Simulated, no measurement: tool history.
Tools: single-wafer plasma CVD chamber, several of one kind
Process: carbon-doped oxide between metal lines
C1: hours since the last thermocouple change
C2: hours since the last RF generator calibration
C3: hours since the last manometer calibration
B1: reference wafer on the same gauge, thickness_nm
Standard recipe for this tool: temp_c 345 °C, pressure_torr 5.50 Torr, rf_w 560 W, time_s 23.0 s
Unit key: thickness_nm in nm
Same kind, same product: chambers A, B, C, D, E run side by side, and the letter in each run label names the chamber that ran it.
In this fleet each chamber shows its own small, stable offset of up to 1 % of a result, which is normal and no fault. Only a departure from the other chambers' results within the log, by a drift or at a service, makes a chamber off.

Run 1E, hour 8.5: usual settings; C1 2505.3; C2 702.1; C3 383.7; B1 133.99. Result: thickness_nm 131.56 nm.
Run 2B, hour 19.0: usual settings; C1 217.7; C2 209.7; C3 1577.6; B1 134.06. Result: thickness_nm 130.18 nm.
Run 3C, hour 32.0: usual settings; C1 969.0; C2 892.9; C3 459.3; B1 133.97. Result: thickness_nm 129.27 nm.
Run 4D, hour 43.4: usual settings; C1 1601.3; C2 536.4; C3 339.6; B1 133.89. Result: thickness_nm 130.70 nm.
Run 5A, hour 55.9: usual settings but rf_w 660 W; C1 686.0; C2 1257.2; C3 929.2; B1 133.99. Result: thickness_nm 143.59 nm.
Run 6D, hour 68.4: usual settings but rf_w 660 W; C1 1626.3; C2 561.4; C3 364.6; B1 133.97. Result: thickness_nm 144.81 nm.
At hour 71.2: chamber E: thermocouple changed; heater temperature recalibrated.
Run 7B, hour 76.6: usual settings but rf_w 660 W; C1 275.3; C2 267.3; C3 1635.2; B1 133.97. Result: thickness_nm 143.35 nm.
Run 8E, hour 86.2: usual settings but rf_w 660 W; C1 15.1; C2 779.8; C3 461.4; B1 134.00. Result: thickness_nm 144.20 nm.
Run 9A, hour 96.9: usual settings but rf_w 660 W; C1 727.0; C2 1298.2; C3 970.2; B1 133.98. Result: thickness_nm 143.77 nm.
Run 10C, hour 109.3: usual settings; C1 1046.3; C2 970.2; C3 536.6; B1 133.96. Result: thickness_nm 129.89 nm.
Run 11E, hour 118.5: usual settings; C1 47.4; C2 812.1; C3 493.7; B1 133.98. Result: thickness_nm 129.42 nm.
Run 12A, hour 128.8: usual settings; C1 758.9; C2 1330.1; C3 1002.1; B1 134.00. Result: thickness_nm 129.96 nm.
Run 13C, hour 138.2: usual settings; C1 1075.2; C2 999.1; C3 565.5; B1 133.99. Result: thickness_nm 128.70 nm.
Run 14B, hour 146.8: usual settings; C1 345.5; C2 337.5; C3 1705.4; B1 133.97. Result: thickness_nm 130.23 nm.
Run 15D, hour 157.2: usual settings; C1 1715.1; C2 650.2; C3 453.4; B1 133.86. Result: thickness_nm 130.16 nm.
Run 16E, hour 166.4: usual settings but temp_c 333 °C, rf_w 625 W; C1 95.3; C2 860.0; C3 541.6; B1 134.03. Result: thickness_nm 142.45 nm.
Run 17A, hour 176.8: usual settings but temp_c 333 °C, rf_w 625 W; C1 806.9; C2 1378.1; C3 1050.1; B1 134.06. Result: thickness_nm 144.72 nm.
Run 18D, hour 187.6: usual settings but temp_c 333 °C, rf_w 625 W; C1 1745.5; C2 680.6; C3 483.8; B1 134.08. Result: thickness_nm 145.42 nm.
Run 19B, hour 194.6: usual settings but temp_c 333 °C, rf_w 625 W; C1 393.3; C2 385.3; C3 1753.2; B1 134.03. Result: thickness_nm 144.19 nm.
At hour 202.3: chamber C: thermocouple changed; heater temperature recalibrated.
Run 20C, hour 207.5: usual settings but temp_c 333 °C, rf_w 625 W; C1 5.3; C2 1068.4; C3 634.8; B1 133.96. Result: thickness_nm 143.96 nm.
Run 21E, hour 222.0: usual settings but rf_w 655 W; C1 150.9; C2 915.6; C3 597.2; B1 134.03. Result: thickness_nm 140.71 nm.
Run 22B, hour 231.6: usual settings but rf_w 655 W; C1 430.3; C2 422.3; C3 1790.2; B1 133.91. Result: thickness_nm 142.79 nm.
Run 23C, hour 242.1: usual settings but rf_w 655 W; C1 39.9; C2 1103.0; C3 669.4; B1 133.94. Result: thickness_nm 142.52 nm.
Run 24D, hour 252.4: usual settings but rf_w 655 W; C1 1810.3; C2 745.4; C3 548.6; B1 133.90. Result: thickness_nm 143.84 nm.
Run 25A, hour 261.8: usual settings but rf_w 655 W; C1 891.9; C2 1463.1; C3 1135.1; B1 133.93. Result: thickness_nm 144.51 nm.
Run 26E, hour 272.6: usual settings but time_s 21.6 s; C1 201.5; C2 966.2; C3 647.8; B1 134.02. Result: thickness_nm 119.67 nm.
Run 27A, hour 280.6: usual settings but time_s 21.6 s; C1 910.7; C2 1481.9; C3 1153.9; B1 133.88. Result: thickness_nm 122.71 nm.
Run 28C, hour 292.5: usual settings but time_s 21.6 s; C1 90.3; C2 1153.4; C3 719.8; B1 134.07. Result: thickness_nm 121.61 nm.
Run 29D, hour 301.9: usual settings but time_s 21.6 s; C1 1859.8; C2 794.9; C3 598.1; B1 133.95. Result: thickness_nm 121.64 nm.
Run 30B, hour 313.5: usual settings but time_s 21.6 s; C1 512.2; C2 504.2; C3 1872.1; B1 133.90. Result: thickness_nm 122.19 nm.
Run 31B, hour 323.1: usual settings; C1 521.8; C2 513.8; C3 1881.7; B1 134.03. Result: thickness_nm 130.06 nm.
Run 32D, hour 332.4: usual settings; C1 1890.3; C2 825.4; C3 628.6; B1 134.08. Result: thickness_nm 131.55 nm.
Run 33A, hour 343.1: usual settings; C1 973.2; C2 1544.4; C3 1216.4; B1 134.03. Result: thickness_nm 129.80 nm.
Run 34C, hour 352.6: usual settings; C1 150.4; C2 1213.5; C3 779.9; B1 134.00. Result: thickness_nm 129.49 nm.
Run 35E, hour 364.4: usual settings; C1 293.3; C2 1058.0; C3 739.6; B1 133.89. Result: thickness_nm 125.37 nm.
Run 36A, hour 377.7: usual settings; C1 1007.8; C2 1579.0; C3 1251.0; B1 133.94. Result: thickness_nm 130.11 nm.
Run 37E, hour 386.8: usual settings but temp_c 354 °C, pressure_torr 5.93 Torr; C1 315.7; C2 1080.4; C3 762.0; B1 134.11. Result: thickness_nm 122.72 nm.

All chambers now run identical settings, listed one chamber a line with results as question marks. What results will each chamber show?
Run 38A, hour 397.5: usual settings. Result: thickness_nm ?.
Run 38B, hour 397.5: usual settings. Result: thickness_nm ?.
Run 38C, hour 397.5: usual settings. Result: thickness_nm ?.
Run 38D, hour 397.5: usual settings. Result: thickness_nm ?.
Run 38E, hour 397.5: usual settings. Result: thickness_nm ?.

run  thickness_nm
38A        130.02
38B        130.47
38C        128.63
38D        130.70
38E        124.81

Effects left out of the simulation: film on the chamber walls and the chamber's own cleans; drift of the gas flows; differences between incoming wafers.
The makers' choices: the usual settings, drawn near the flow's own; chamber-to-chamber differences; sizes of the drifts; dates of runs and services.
